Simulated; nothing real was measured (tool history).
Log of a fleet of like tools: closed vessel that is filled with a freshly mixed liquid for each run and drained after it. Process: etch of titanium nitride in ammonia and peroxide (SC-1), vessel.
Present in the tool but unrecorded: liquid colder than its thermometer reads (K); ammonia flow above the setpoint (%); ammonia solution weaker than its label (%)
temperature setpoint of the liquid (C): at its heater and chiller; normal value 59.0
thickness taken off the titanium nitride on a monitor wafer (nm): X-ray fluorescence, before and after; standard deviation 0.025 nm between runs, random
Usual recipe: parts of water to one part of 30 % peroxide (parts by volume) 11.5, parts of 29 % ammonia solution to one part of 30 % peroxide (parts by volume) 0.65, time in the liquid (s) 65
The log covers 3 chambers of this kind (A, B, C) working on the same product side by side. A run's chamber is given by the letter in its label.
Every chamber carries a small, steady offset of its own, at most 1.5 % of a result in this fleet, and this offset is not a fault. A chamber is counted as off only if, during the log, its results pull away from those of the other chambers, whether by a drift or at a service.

run   hour  temperature setpoint of the liquid (C)  parts of water to one part of 30 % peroxide (parts by volume)  parts of 29 % ammonia solution to one part of 30 % peroxide (parts by volume)  time in the liquid (s)  hours since the thermometer was replaced  hours since the ammonia flow meter was replaced  hours since the drum of ammonia solution was connected  read-back film thickness of the titanium nitride reference wafer, read on the same gauge (nm)  thickness taken off the titanium nitride on a monitor wafer (nm)
 1B    9.2                                    59.0                                                           11.5                                                                           0.65                      65                                    1260.5                                            229.7                                                   660.5                                                                                         110.03                                                            4.5525
      14.0  -- chamber A: new drum of ammonia solution connected
 2A   24.4                                    59.0                                                           11.5                                                                           0.65                      65                                     210.6                                            345.8                                                    10.5                                                                                         109.98                                                            4.5972
 3C   33.3                                    59.0                                                           11.5                                                                           0.65                      65                                      41.6                                            110.4                                                   433.0                                                                                         110.01                                                            4.5235
 4B   48.1                                    59.0                                                           11.5                                                                           0.65                      65                                    1299.4                                            268.6                                                   699.4                                                                                         109.99                                                            4.5387
 5A   62.1                                    59.0                                                           11.5                                                                           0.65                      65                                     248.3                                            383.5                                                    48.2                                                                                         110.01                                                            4.5637
      74.4  -- chamber C: new drum of ammonia solution connected
 6C   76.6                                    59.0                                                            7.0                                                                           0.65                      65                                      84.9                                            153.7                                                     2.2                                                                                         109.99                                                            5.9089
 7A   84.1                                    59.0                                                            7.0                                                                           0.65                      65                                     270.3                                            405.5                                                    70.2                                                                                         109.98                                                            5.8482
 8B  100.4                                    59.0                                                            7.0                                                                           0.65                      65                                    1351.7                                            320.9                                                   751.7                                                                                         110.01                                                            5.8377
 9C  109.8                                    59.0                                                           11.5                                                                           0.65                      65                                     118.1                                            186.9                                                    35.4                                                                                         110.01                                                            4.5596
10A  119.4                                    59.0                                                           11.5                                                                           0.65                      65                                     305.6                                            440.8                                                   105.5                                                                                         110.01                                                            4.4928
11C  135.3                                    59.0                                                           15.5                                                                           0.65                      65                                     143.6                                            212.4                                                    60.9                                                                                         109.98                                                            3.8488
12B  151.7                                    59.0                                                           15.5                                                                           0.65                      65                                    1403.0                                            372.2                                                   803.0                                                                                         109.97                                                            3.8747
13A  161.2                                    59.0                                                           15.5                                                                           0.65                      65                                     347.4                                            482.6                                                   147.3                                                                                         110.01                                                            3.7923
     174.3  -- chamber B: thermometer replaced
14C  174.7                                    59.0                                                           11.5                                                                           0.90                      65                                     183.0                                            251.8                                                   100.3                                                                                         110.01                                                            4.8063
     183.9  -- chamber B: new drum of ammonia solution connected
15B  186.7                                    59.0                                                           11.5                                                                           0.90                      65                                      12.4                                            407.2                                                     2.8                                                                                         110.00                                                            4.7864
16C  199.8                                    59.0                                                           11.5                                                                           0.90                      65                                     208.1                                            276.9                                                   125.4                                                                                         109.98                                                            4.8179
17B  209.8                                    59.0                                                           11.5                                                                           0.65                      65                                      35.5                                            430.3                                                    25.9                                                                                         110.01                                                            4.5888
18A  217.2                                    66.5                                                           11.5                                                                           0.65                      65                                     403.4                                            538.6                                                   203.3                                                                                         110.00                                                            7.2395
19C  230.3                                    66.5                                                           11.5                                                                           0.65                      65                                     238.6                                            307.4                                                   155.9                                                                                         110.00                                                            7.2861
20A  242.3                                    66.5                                                           11.5                                                                           0.65                      65                                     428.5                                            563.7                                                   228.4                                                                                         109.99                                                            7.1350
21B  256.3                                    59.0                                                           11.5                                                                           0.65                      65                                      82.0                                            476.8                                                    72.4                                                                                         109.97                                                            4.5383
22C  272.1                                    59.0                                                           11.5                                                                           0.65                      65                                     280.4                                            349.2                                                   197.7                                                                                         110.05                                                            4.6124
23A  288.3                                    59.0                                                           11.5                                                                           0.65                      65                                     474.5                                            609.7                                                   274.4                                                                                         110.02                                                            4.2919
24B  304.2                                    59.0                                                           11.5                                                                           0.65                      65                                     129.9                                            524.7                                                   120.3                                                                                         109.96                                                            4.5548
25C  316.4                                    53.0                                                            7.5                                                                           0.65                      65                                     324.7                                            393.5                                                   242.0                                                                                         109.99                                                            3.8147
26A  327.2                                    53.0                                                            7.5                                                                           0.65                      65                                     513.4                                            648.6                                                   313.3                                                                                         110.01                                                            3.4878
27B  335.6                                    53.0                                                            7.5                                                                           0.65                      65                                     161.3                                            556.1                                                   151.7                                                                                         110.04                                                            3.8031

The same settings go to every chamber for the next run, one line per chamber below. Forecast the results for each:
28A  347.4                                    59.0                                                           11.5                                                                           0.65                      65                                                                                                                                                                                                                                                                                                                   ?
28B  347.4                                    59.0                                                           11.5                                                                           0.65                      65                                                                                                                                                                                                                                                                                                                   ?
28C  347.4                                    59.0                                                           11.5                                                                           0.65                      65                                                                                                                                                                                                                                                                                                                   ?

run  thickness taken off the titanium nitride on a monitor wafer (nm)
28A                                                            4.2446
28B                                                            4.5581
28C                                                            4.5383

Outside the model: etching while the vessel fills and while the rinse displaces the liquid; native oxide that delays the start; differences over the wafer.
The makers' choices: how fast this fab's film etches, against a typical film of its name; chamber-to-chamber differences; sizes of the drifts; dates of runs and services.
